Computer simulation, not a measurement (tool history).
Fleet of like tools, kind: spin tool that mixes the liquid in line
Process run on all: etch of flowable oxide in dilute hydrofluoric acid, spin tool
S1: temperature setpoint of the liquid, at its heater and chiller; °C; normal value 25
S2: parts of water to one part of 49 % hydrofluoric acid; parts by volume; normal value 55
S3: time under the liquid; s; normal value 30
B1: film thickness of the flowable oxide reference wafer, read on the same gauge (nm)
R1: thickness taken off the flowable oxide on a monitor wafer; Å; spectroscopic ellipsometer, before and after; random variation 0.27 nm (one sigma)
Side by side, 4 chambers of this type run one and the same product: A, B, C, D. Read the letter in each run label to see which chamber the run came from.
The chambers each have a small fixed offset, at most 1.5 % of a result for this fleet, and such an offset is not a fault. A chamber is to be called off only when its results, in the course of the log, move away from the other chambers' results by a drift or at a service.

run 1C hour=13.9 | S1=25 S2=55 S3=30 | B1=29.992 | R1=290.41
run 2D hour=24.9 | S1=25 S2=55 S3=30 | B1=30.016 | R1=283.75
run 3A hour=38.8 | S1=25 S2=55 S3=30 | B1=30.001 | R1=294.42
run 4B hour=46.5 | S1=25 S2=55 S3=30 | B1=29.997 | R1=284.86
run 5B hour=53.6 | S1=25 S2=55 S3=30 | B1=29.994 | R1=288.31
run 6D hour=61.1 | S1=25 S2=55 S3=30 | B1=29.967 | R1=287.05
run 7A hour=68.2 | S1=25 S2=55 S3=30 | B1=29.997 | R1=290.15
run 8C hour=80.9 | S1=25 S2=55 S3=30 | B1=30.001 | R1=290.01
run 9A hour=91.5 | S1=25 S2=55 S3=30 | B1=30.019 | R1=289.68
run 10B hour=99.9 | S1=25 S2=55 S3=30 | B1=30.056 | R1=290.43
run 11D hour=110.7 | S1=25 S2=80 S3=30 | B1=29.961 | R1=195.75
run 12C hour=121.5 | S1=25 S2=80 S3=30 | B1=30.011 | R1=193.67
run 13C hour=128 | S1=25 S2=80 S3=30 | B1=29.984 | R1=196.73
run 14B hour=137.6 | S1=25 S2=80 S3=30 | B1=29.983 | R1=191.25
run 15A hour=143.7 | S1=25 S2=55 S3=30 | B1=30.012 | R1=283.02
run 16D hour=152.6 | S1=25 S2=55 S3=30 | B1=29.998 | R1=289.37
run 17C hour=162.1 | S1=25 S2=55 S3=30 | B1=29.982 | R1=292.41
run 18A hour=173.9 | S1=25 S2=55 S3=30 | B1=30.035 | R1=281.57
run 19D hour=186.6 | S1=25 S2=55 S3=30 | B1=30.016 | R1=288.62
run 20B hour=195.1 | S1=25 S2=55 S3=40 | B1=29.98 | R1=388.91
run 21A hour=208.4 | S1=25 S2=55 S3=40 | B1=29.988 | R1=373.43
run 22D hour=221 | S1=25 S2=55 S3=40 | B1=29.995 | R1=387.94
run 23B hour=232.9 | S1=25 S2=55 S3=40 | B1=29.996 | R1=384.24
run 24C hour=243.8 | S1=25 S2=55 S3=30 | B1=30.006 | R1=292.48
run 25A hour=255.6 | S1=25 S2=55 S3=30 | B1=30.014 | R1=274.36
run 26C hour=263 | S1=25 S2=55 S3=30 | B1=29.975 | R1=291.94
run 27D hour=275.4 | S1=25 S2=55 S3=30 | B1=30.003 | R1=286.83
run 28B hour=286.6 | S1=25 S2=75 S3=30 | B1=30.01 | R1=207.79
run 29A hour=294.7 | S1=25 S2=75 S3=30 | B1=29.981 | R1=194.63
run 30D hour=307 | S1=25 S2=75 S3=30 | B1=30.025 | R1=207.64
run 31C hour=318.2 | S1=25 S2=75 S3=30 | B1=29.979 | R1=206.75
run 32B hour=331.5 | S1=25 S2=55 S3=30 | B1=30.022 | R1=287.36
run 33D hour=339.3 | S1=25 S2=45 S3=15 | B1=29.988 | R1=180.33
-- hour=351 chamber A: thermometer replaced
run 34B hour=352.2 | S1=25 S2=45 S3=15 | B1=29.995 | R1=173.29
run 35A hour=359.1 | S1=25 S2=45 S3=15 | B1=29.991 | R1=164.58
run 36C hour=372.5 | S1=25 S2=45 S3=15 | B1=29.948 | R1=182.9
run 37D hour=383.9 | S1=25 S2=55 S3=30 | B1=29.966 | R1=285.08
run 38A hour=394.8 | S1=25 S2=55 S3=30 | B1=30.001 | R1=259.97
run 39B hour=401.6 | S1=25 S2=55 S3=30 | B1=29.984 | R1=291.21
run 40C hour=411.2 | S1=25 S2=55 S3=30 | B1=30.002 | R1=294.93
run 41A hour=418 | S1=25 S2=55 S3=30 | B1=30.003 | R1=258.29

What goes on in this fleet: one chamber off, a drifting gauge, or nothing beyond the chambers' own small offsets? Name the chamber and the cause, if any.

It is chamber A that slowly wanders off from its peers.
Cause: hydrofluoric acid flow below the setpoint (%) = 10.7.

Chamber A could run next with any of the 4 candidate recipes listed below; each alters the usual settings, and their results appear as question marks. Which one brings its results back in line with what the other chambers deliver on the usual settings?
In-line tolerance around the mean of the other chambers on the usual settings: R1 9.4 Å
run 42A-1 hour=428 | S1=25 S2=50 S3=30 | R1=?
run 42A-2 hour=428 | S1=24 S2=55 S3=30 | R1=?
run 42A-3 hour=428 | S1=22 S2=55 S3=30 | R1=?
run 42A-4 hour=428 | S1=26 S2=55 S3=30 | R1=?

Mean of the other chambers on the usual settings: R1 288.49 Å
run=42A-1 R1=285.21
run=42A-2 R1=247.38
run=42A-3 R1=227.76
run=42A-4 R1=268.44
The right change is 42A-1: it brings the chamber back within the allowed miss of the others.

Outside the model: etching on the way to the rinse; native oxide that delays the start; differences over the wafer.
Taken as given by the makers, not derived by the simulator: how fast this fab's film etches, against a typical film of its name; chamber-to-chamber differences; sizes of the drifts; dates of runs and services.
